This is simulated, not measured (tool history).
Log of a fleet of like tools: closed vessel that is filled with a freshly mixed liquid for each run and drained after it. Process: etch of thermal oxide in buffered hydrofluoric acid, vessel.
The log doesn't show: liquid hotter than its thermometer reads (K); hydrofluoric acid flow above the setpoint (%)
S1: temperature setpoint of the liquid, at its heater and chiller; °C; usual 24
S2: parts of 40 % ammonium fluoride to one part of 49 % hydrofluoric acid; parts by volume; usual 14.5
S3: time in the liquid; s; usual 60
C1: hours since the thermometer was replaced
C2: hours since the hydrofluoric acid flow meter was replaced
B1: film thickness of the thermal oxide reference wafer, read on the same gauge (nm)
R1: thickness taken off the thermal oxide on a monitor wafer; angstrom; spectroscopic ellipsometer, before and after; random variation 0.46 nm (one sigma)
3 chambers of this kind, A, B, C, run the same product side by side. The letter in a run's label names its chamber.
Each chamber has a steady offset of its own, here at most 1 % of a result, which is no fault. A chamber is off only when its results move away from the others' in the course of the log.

Run 1C, hour 5.7: usual settings; C1 2228.3; C2 521.7; B1 90.027. Result: R1 493.37 angstrom.
Run 2A, hour 9.9: usual settings; C1 1626; C2 307.4; B1 89.983. Result: R1 495.67 angstrom.
Run 3B, hour 15.9: usual settings; C1 423.2; C2 279.8; B1 89.922. Result: R1 501.31 angstrom.
Run 4B, hour 21.5: usual settings; C1 428.8; C2 285.4; B1 90.006. Result: R1 499 angstrom.
Run 5C, hour 27.2: usual settings; C1 2249.8; C2 543.2; B1 89.986. Result: R1 494.68 angstrom.
Run 6A, hour 33.8: usual settings; C1 1649.9; C2 331.3; B1 89.966. Result: R1 494.3 angstrom.
Run 7C, hour 39.3: usual settings; C1 2261.9; C2 555.3; B1 90.047. Result: R1 486.58 angstrom.
Run 8B, hour 45.6: usual settings; C1 452.9; C2 309.5; B1 90.017. Result: R1 506.35 angstrom.
Run 9A, hour 53.6: usual settings but S2 20 parts by volume, S3 75 s; C1 1669.7; C2 351.1; B1 90.028. Result: R1 453.84 angstrom.
Run 10A, hour 58.2: usual settings but S2 20 parts by volume, S3 75 s; C1 1674.3; C2 355.7; B1 89.97. Result: R1 452.19 angstrom.
At hour 62.2: chamber C: thermometer replaced.
Run 11B, hour 62.4: usual settings but S2 20 parts by volume, S3 75 s; C1 469.7; C2 326.3; B1 90.003. Result: R1 467.33 angstrom.
Run 12C, hour 69.7: usual settings; C1 7.5; C2 585.7; B1 90.027. Result: R1 491.73 angstrom.
Run 13B, hour 78: usual settings; C1 485.3; C2 341.9; B1 89.977. Result: R1 520.51 angstrom.
Run 14A, hour 82: usual settings; C1 1698.1; C2 379.5; B1 90.038. Result: R1 492.4 angstrom.
Run 15C, hour 89.6: usual settings; C1 27.4; C2 605.6; B1 90.007. Result: R1 496.31 angstrom.
Run 16C, hour 98.2: usual settings; C1 36; C2 614.2; B1 90.012. Result: R1 491.98 angstrom.
Run 17A, hour 102.9: usual settings; C1 1719; C2 400.4; B1 90.011. Result: R1 492.03 angstrom.
Run 18B, hour 109.6: usual settings; C1 516.9; C2 373.5; B1 89.989. Result: R1 523.69 angstrom.
Run 19B, hour 114: usual settings; C1 521.3; C2 377.9; B1 90.018. Result: R1 524.48 angstrom.
Run 20C, hour 119.5: usual settings but S1 20 °C; C1 57.3; C2 635.5; B1 90.001. Result: R1 394.2 angstrom.
Run 21A, hour 127.5: usual settings but S1 20 °C; C1 1743.6; C2 425; B1 90.005. Result: R1 392.38 angstrom.
Run 22C, hour 132.3: usual settings but S1 20 °C; C1 70.1; C2 648.3; B1 90.061. Result: R1 395.71 angstrom.
Run 23B, hour 138.4: usual settings but S1 25.5 °C; C1 545.7; C2 402.3; B1 89.946. Result: R1 573.01 angstrom.
Run 24A, hour 145.6: usual settings but S1 25.5 °C; C1 1761.7; C2 443.1; B1 90.008. Result: R1 532.08 angstrom.
Run 25A, hour 150.6: usual settings but S1 25.5 °C; C1 1766.7; C2 448.1; B1 90. Result: R1 529.1 angstrom.
Run 26C, hour 157.1: usual settings; C1 94.9; C2 673.1; B1 90.027. Result: R1 495.96 angstrom.
Run 27B, hour 165.1: usual settings; C1 572.4; C2 429; B1 89.967. Result: R1 530.03 angstrom.
Run 28A, hour 170.4: usual settings; C1 1786.5; C2 467.9; B1 89.95. Result: R1 497.71 angstrom.

What goes on in this fleet: one chamber off, a drifting gauge, or nothing beyond the chambers' own small offsets? Name the chamber and the cause, if any.

Chamber B drifts away from the others.
Cause: liquid hotter than its thermometer reads (K) = 1.83.
The log may not tell that from: hydrofluoric acid flow above the setpoint (%).

Here are 4 candidates for chamber B's next run, each the usual settings with a change, their results left as question marks. Which one brings its results back in line with what the others give on the usual settings?
In line means no further than this from the other chambers' mean on the usual settings: R1 16 angstrom
Run 29B-1, hour 176.6: usual settings but S1 20 °C. Result: R1 ?.
Run 29B-2, hour 176.6: usual settings but S1 23.5 °C, S2 15.5 parts by volume. Result: R1 ?.
Run 29B-3, hour 176.6: usual settings but S2 14 parts by volume, S3 65 s. Result: R1 ?.
Run 29B-4, hour 176.6: usual settings but S2 13.5 parts by volume, S3 70 s. Result: R1 ?.

The other chambers' mean on the usual settings: R1 492.15 angstrom
  run      R1
29B-1  438.95
29B-2  496.96
29B-3  612.17
29B-4  683.54
29B-2 brings the chamber back in line.
